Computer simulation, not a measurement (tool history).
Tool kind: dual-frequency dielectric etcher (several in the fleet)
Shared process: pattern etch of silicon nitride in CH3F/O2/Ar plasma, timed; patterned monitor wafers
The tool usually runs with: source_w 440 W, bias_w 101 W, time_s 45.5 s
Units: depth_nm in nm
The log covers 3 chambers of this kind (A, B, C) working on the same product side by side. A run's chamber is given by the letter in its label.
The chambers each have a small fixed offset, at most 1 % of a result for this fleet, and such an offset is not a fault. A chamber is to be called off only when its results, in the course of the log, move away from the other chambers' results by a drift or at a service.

run   hour  source_w  bias_w  time_s  hours since the last wet clean  hours since the last source power generator calibration  hours since the last bias power generator calibration  read-back reference wafer on the same gauge, depth_nm  depth_nm
 1A    6.1       440     101    45.5                           404.3                                                   1203.9                                                 1371.9                                                 42.388     37.23
 2B   12.1       440     101    45.5                           155.8                                                    984.3                                                  897.1                                                 42.404    37.032
 3C   18.5       440     101    45.5                           237.9                                                   1503.4                                                 2504.5                                                 42.393     37.45
 4C   22.4       440     101    45.5                           241.8                                                   1507.3                                                 2508.4                                                 42.355    37.441
 5B   25.8       440     101    45.5                           169.5                                                      998                                                  910.8                                                 42.367    37.094
 6A     30       440      91    45.5                           428.2                                                   1227.8                                                 1395.8                                                  42.36    35.874
 7B   36.7       440      91    45.5                           180.4                                                   1008.9                                                  921.7                                                 42.347    35.766
 8C   39.8       440      91    45.5                           259.2                                                   1524.7                                                 2525.8                                                 42.333    36.076
 9A   45.5       440     101    45.5                           443.7                                                   1243.3                                                 1411.3                                                 42.344    37.069
10A   51.7       440     101    45.5                           449.9                                                   1249.5                                                 1417.5                                                 42.321    37.259
11C     58       440     101    45.5                           277.4                                                   1542.9                                                   2544                                                 42.315    37.415
12B   62.2       440     101    45.5                           205.9                                                   1034.4                                                  947.2                                                 42.317    37.021
13A   67.4       440     101    45.5                           465.6                                                   1265.2                                                 1433.2                                                 42.297    37.163
14B     73       440     101    45.5                           216.7                                                   1045.2                                                    958                                                 42.288    36.993
15C   76.8       440     101    45.5                           296.2                                                   1561.7                                                 2562.8                                                 42.284    37.438
16C   80.6       440     101    45.5                             300                                                   1565.5                                                 2566.6                                                 42.298    37.309
17A     87       440     101    45.5                           485.2                                                   1284.8                                                 1452.8                                                 42.265    37.139
      87.3  -- chamber A: wet clean of the chamber
18B   93.6       540     101    45.5                           237.3                                                   1065.8                                                  978.6                                                 42.263    39.926
19B   98.1       540     101    45.5                           241.8                                                   1070.3                                                  983.1                                                 42.254    39.867
20A  102.1       540     101    45.5                            14.8                                                   1299.9                                                 1467.9                                                 42.255    40.058
21C  107.7       440     101    45.5                           327.1                                                   1592.6                                                 2593.7                                                 42.242      37.4
22A  111.9       440     101    45.5                            24.6                                                   1309.7                                                 1477.7                                                 42.255    37.049
23C  117.9       440     101    45.5                           337.3                                                   1602.8                                                 2603.9                                                 42.235    37.255
24B    124       440     101    45.5                           267.7                                                   1096.2                                                   1009                                                 42.208    37.034
25C  129.3       440     101    45.5                           348.7                                                   1614.2                                                 2615.3                                                  42.22     37.37
26A  134.6       440     101    45.5                            47.3                                                   1332.4                                                 1500.4                                                 42.199    37.078
27B  139.9       440     101    45.5                           283.6                                                   1112.1                                                 1024.9                                                 42.212    36.926
28A  144.6       440     109    45.5                            57.3                                                   1342.4                                                 1510.4                                                 42.201    38.147
29B  148.6       440     109    45.5                           292.3                                                   1120.8                                                 1033.6                                                   42.2    37.978
30C  154.8       440     109    45.5                           374.2                                                   1639.7                                                 2640.8                                                 42.183    38.323
31A  159.4       440     101    45.5                            72.1                                                   1357.2                                                 1525.2                                                  42.18    37.015
32C  162.7       440     101    45.5                           382.1                                                   1647.6                                                 2648.7                                                  42.17    37.368
33B  169.3       440     101    34.5                             313                                                   1141.5                                                 1054.3                                                 42.144    28.014

Has any chamber moved away from the others, gradually or after a service, or does the common gauge drift, or do the chambers differ only by their own small steady offsets? State the chamber and the most likely cause if one applies.

It is the gauge, not a chamber: its drift shows up in every chamber's results at once, and no chamber is off.
What lies behind it: gauge reads low (%) = 0.575.
